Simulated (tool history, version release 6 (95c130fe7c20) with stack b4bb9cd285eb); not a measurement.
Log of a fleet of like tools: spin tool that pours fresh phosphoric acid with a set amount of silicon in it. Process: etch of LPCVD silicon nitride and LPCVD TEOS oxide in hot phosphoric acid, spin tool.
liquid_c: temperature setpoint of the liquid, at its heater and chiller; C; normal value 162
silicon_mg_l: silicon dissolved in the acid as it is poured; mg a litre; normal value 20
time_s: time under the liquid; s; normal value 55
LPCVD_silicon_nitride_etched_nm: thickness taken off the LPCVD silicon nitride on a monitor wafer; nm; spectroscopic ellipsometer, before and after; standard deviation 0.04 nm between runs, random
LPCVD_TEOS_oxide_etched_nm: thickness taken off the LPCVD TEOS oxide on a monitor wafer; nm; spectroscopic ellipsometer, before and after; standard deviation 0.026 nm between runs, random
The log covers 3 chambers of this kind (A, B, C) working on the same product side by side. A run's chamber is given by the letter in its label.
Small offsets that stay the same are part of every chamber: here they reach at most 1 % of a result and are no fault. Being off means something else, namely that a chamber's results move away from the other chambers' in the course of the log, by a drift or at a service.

| run | hour | liquid_c | silicon_mg_l | time_s | read-back film thickness of the LPCVD silicon nitride reference wafer, read on the same gauge (nm) | read-back film thickness of the LPCVD TEOS oxide reference wafer, read on the same gauge (nm) | LPCVD_silicon_nitride_etched_nm | LPCVD_TEOS_oxide_etched_nm |
|---|---|---|---|---|---|---|---|---|
| 1C | 2.5 | 162 | 20 | 55 | 59.981 | 40.011 | 4.9075 | 0.24921 |
|  | 4 | chamber B: dissolved silicon flow meter replaced |
| 2B | 5.5 | 162 | 20 | 55 | 60.016 | 40.003 | 4.891 | 0.29483 |
|  | 6.3 | chamber C: dissolved silicon flow meter replaced |
| 3A | 9.4 | 162 | 20 | 55 | 60.004 | 40.009 | 5.0609 | 0.23602 |
| 4C | 14.8 | 162 | 20 | 55 | 60.011 | 40 | 4.9134 | 0.25664 |
| 5A | 18.7 | 162 | 20 | 55 | 60.003 | 40.019 | 4.9848 | 0.22564 |
| 6B | 23.1 | 162 | 20 | 55 | 59.988 | 39.99 | 4.9055 | 0.24453 |
| 7C | 28.1 | 162 | 20 | 55 | 59.994 | 40.019 | 4.9234 | 0.27309 |
| 8B | 33.1 | 162 | 20 | 55 | 60.01 | 39.998 | 4.91 | 0.29433 |
| 9A | 35.8 | 162 | 20 | 55 | 59.985 | 40.001 | 4.898 | 0.28944 |
| 10B | 41 | 162 | 20 | 55 | 59.993 | 39.991 | 4.9422 | 0.25839 |
| 11C | 44 | 162 | 20 | 55 | 60.009 | 39.994 | 4.9703 | 0.20496 |
| 12A | 47.5 | 162 | 20 | 55 | 60.004 | 40.04 | 5.0786 | 0.24102 |
| 13A | 52.2 | 162 | 20 | 55 | 60.013 | 40.017 | 4.9725 | 0.28321 |
| 14B | 55.8 | 162 | 20 | 55 | 60.007 | 40.027 | 4.9523 | 0.26981 |
|  | 57.8 | chamber B: thermometer replaced |
| 15C | 60.9 | 162 | 20 | 55 | 60.005 | 40.013 | 4.9022 | 0.24784 |
|  | 63.8 | chamber A: dissolved silicon flow meter replaced |
| 16C | 64.1 | 162 | 20 | 55 | 60.012 | 40.005 | 4.8974 | 0.20716 |
| 17A | 67.1 | 162 | 20 | 55 | 60.005 | 40.007 | 5.0488 | 0.2137 |
| 18B | 70 | 162 | 20 | 55 | 59.996 | 39.995 | 4.8962 | 0.25263 |
| 19A | 73.3 | 162 | 20 | 55 | 60.03 | 40.007 | 4.9474 | 0.2833 |
| 20C | 78.6 | 162 | 20 | 55 | 59.988 | 40.003 | 4.9706 | 0.24369 |
| 21B | 83 | 162 | 20 | 55 | 59.978 | 39.992 | 4.9494 | 0.30398 |
| 22A | 87.6 | 162 | 20 | 55 | 59.996 | 40.009 | 4.9873 | 0.24771 |
| 23B | 90.1 | 162 | 20 | 55 | 59.999 | 39.989 | 4.8845 | 0.2483 |
| 24C | 95 | 162 | 20 | 55 | 60.012 | 40.018 | 4.9122 | 0.26001 |
| 25A | 98.5 | 162 | 20 | 55 | 60.01 | 40.013 | 4.9783 | 0.25601 |
| 26C | 103 | 162 | 20 | 55 | 60.003 | 40.004 | 4.9774 | 0.27901 |
| 27B | 105.9 | 162 | 10 | 45 | 59.991 | 40.016 | 3.9947 | 0.26424 |
| 28C | 110.7 | 162 | 10 | 45 | 60.002 | 39.993 | 3.9853 | 0.2611 |
| 29B | 115 | 162 | 10 | 45 | 60.006 | 39.998 | 4.0467 | 0.30999 |
| 30A | 118.2 | 159.5 | 20 | 40 | 60.019 | 40.001 | 3.3453 | 0.16712 |
| 31B | 121.7 | 159.5 | 20 | 40 | 60.007 | 39.987 | 3.306 | 0.17063 |
| 32A | 126.7 | 159.5 | 20 | 40 | 59.998 | 39.999 | 3.3331 | 0.12305 |
| 33C | 131.6 | 162 | 20 | 55 | 59.988 | 40.014 | 4.8661 | 0.25651 |
| 34B | 134.2 | 163.5 | 31 | 55 | 59.987 | 40.009 | 5.1417 | 0.15942 |
| 35C | 137.2 | 163.5 | 31 | 55 | 60.02 | 40.005 | 5.1997 | 0.17479 |
| 36A | 142.3 | 163.5 | 31 | 55 | 59.988 | 40.015 | 5.2036 | 0.17899 |
| 37B | 147.5 | 162 | 20 | 55 | 59.999 | 39.981 | 4.8598 | 0.2808 |
| 38C | 152.2 | 162 | 20 | 55 | 59.983 | 39.991 | 4.8941 | 0.19447 |
| 39A | 154.8 | 162 | 20 | 55 | 60.004 | 39.992 | 4.9758 | 0.19093 |
| 40C | 157.6 | 162 | 20 | 55 | 60.001 | 39.999 | 4.9572 | 0.25586 |
| 41B | 160.4 | 162 | 20 | 55 | 60.021 | 40.007 | 4.9845 | 0.23019 |
| 42A | 164.8 | 162 | 20 | 55 | 59.985 | 40.006 | 4.9398 | 0.25229 |

Read the log: is a single chamber off, either drifting away or since a service, is the gauge that measures every chamber drifting, or is nothing wrong beyond small per-chamber offsets? Name any odd chamber and what most likely caused it.

No chamber is off and the gauge is stable; the differences are just each chamber's small, constant offset.

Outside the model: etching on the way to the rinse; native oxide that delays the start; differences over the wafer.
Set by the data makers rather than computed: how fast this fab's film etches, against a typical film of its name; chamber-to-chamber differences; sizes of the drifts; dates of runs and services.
